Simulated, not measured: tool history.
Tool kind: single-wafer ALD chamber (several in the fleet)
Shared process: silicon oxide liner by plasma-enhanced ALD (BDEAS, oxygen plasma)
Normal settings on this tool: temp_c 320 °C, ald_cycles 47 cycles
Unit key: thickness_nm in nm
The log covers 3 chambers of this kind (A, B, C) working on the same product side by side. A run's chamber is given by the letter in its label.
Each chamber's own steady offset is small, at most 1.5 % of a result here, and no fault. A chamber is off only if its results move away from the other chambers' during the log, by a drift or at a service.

| run | hour | temp_c | ald_cycles | hours since the last thermocouple change | read-back reference wafer on the same gauge, thickness_nm | thickness_nm |
|---|---|---|---|---|---|---|
| 1B | 10.7 | 320 | 47 | 334.8 | 5.0399 | 4.292 |
| 2A | 20.6 | 320 | 47 | 2304.8 | 5.0427 | 4.2981 |
| 3C | 32.9 | 320 | 47 | 1335.3 | 5.0428 | 4.241 |
| 4C | 38.7 | 320 | 47 | 1341.1 | 5.0422 | 4.2555 |
| 5A | 45.3 | 320 | 47 | 2329.5 | 5.0437 | 4.3062 |
| 6B | 55.5 | 320 | 47 | 379.6 | 5.0427 | 4.287 |
|  | 64 | chamber A: thermocouple changed; heater temperature recalibrated |
| 7A | 67 | 320 | 47 | 3.1 | 5.0448 | 4.3113 |
| 8B | 76.1 | 320 | 47 | 400.2 | 5.0468 | 4.2908 |
| 9C | 84.8 | 320 | 47 | 1387.2 | 5.0466 | 4.2455 |
| 10A | 92.9 | 320 | 47 | 29 | 5.0468 | 4.3005 |
| 11C | 104.2 | 320 | 47 | 1406.6 | 5.0475 | 4.2555 |
| 12B | 109.6 | 320 | 47 | 433.7 | 5.0457 | 4.2964 |
| 13C | 121.3 | 320 | 47 | 1423.7 | 5.047 | 4.2436 |
| 14A | 129.2 | 320 | 47 | 65.3 | 5.0483 | 4.3021 |
| 15B | 134.7 | 320 | 47 | 458.8 | 5.0508 | 4.2922 |
| 16B | 141.4 | 320 | 47 | 465.5 | 5.0492 | 4.2989 |
| 17C | 147.9 | 320 | 47 | 1450.3 | 5.0521 | 4.2553 |
| 18A | 154 | 320 | 47 | 90.1 | 5.0514 | 4.3005 |
| 19A | 166.3 | 320 | 47 | 102.4 | 5.0525 | 4.325 |
| 20C | 178.6 | 313 | 52 | 1481 | 5.0524 | 4.7728 |
| 21B | 190.6 | 313 | 52 | 514.7 | 5.0538 | 4.8099 |
| 22A | 200.1 | 313 | 52 | 136.2 | 5.0517 | 4.8106 |
| 23B | 207.4 | 320 | 47 | 531.5 | 5.0562 | 4.2964 |
| 24C | 218.9 | 320 | 47 | 1521.3 | 5.0545 | 4.2664 |
| 25A | 225.8 | 320 | 47 | 161.9 | 5.0562 | 4.3124 |
| 26B | 235.2 | 320 | 47 | 559.3 | 5.056 | 4.3039 |
| 27C | 247.1 | 320 | 47 | 1549.5 | 5.0579 | 4.2692 |
| 28B | 255 | 320 | 47 | 579.1 | 5.0589 | 4.3045 |
| 29C | 264.8 | 320 | 47 | 1567.2 | 5.0609 | 4.2739 |
| 30A | 273.5 | 320 | 47 | 209.6 | 5.0601 | 4.3091 |
| 31B | 279.3 | 320 | 47 | 603.4 | 5.0601 | 4.3004 |
| 32A | 288.1 | 320 | 47 | 224.2 | 5.0616 | 4.3117 |
| 33C | 297.7 | 320 | 47 | 1600.1 | 5.0608 | 4.2709 |
| 34A | 309.6 | 320 | 47 | 245.7 | 5.062 | 4.3269 |
| 35C | 317.5 | 320 | 47 | 1619.9 | 5.0628 | 4.2789 |
| 36B | 326.2 | 320 | 47 | 650.3 | 5.0636 | 4.2913 |
| 37B | 334.6 | 320 | 47 | 658.7 | 5.0648 | 4.3069 |
|  | 335.5 | chamber C: thermocouple changed; heater temperature recalibrated |
| 38A | 342.3 | 320 | 47 | 278.4 | 5.0655 | 4.323 |
| 39C | 353.8 | 333 | 38 | 18.4 | 5.0651 | 3.3924 |
| 40B | 364.5 | 333 | 38 | 688.6 | 5.0661 | 3.4268 |
| 41C | 376.1 | 333 | 38 | 40.7 | 5.0667 | 3.3964 |
| 42A | 383.9 | 320 | 47 | 320 | 5.0695 | 4.3083 |
| 43C | 393.6 | 320 | 47 | 58.2 | 5.0683 | 4.2674 |
| 44A | 399.6 | 320 | 47 | 335.7 | 5.0699 | 4.3232 |

All chambers now run identical settings, listed one chamber a line with results as question marks. What results will each chamber show?
| 45A | 408.6 | 320 | 47 |  |  | ? |
| 45B | 408.6 | 320 | 47 |  |  | ? |
| 45C | 408.6 | 320 | 47 |  |  | ? |

| run | thickness_nm |
|---|---|
| 45A | 4.326 |
| 45B | 4.3062 |
| 45C | 4.2795 |
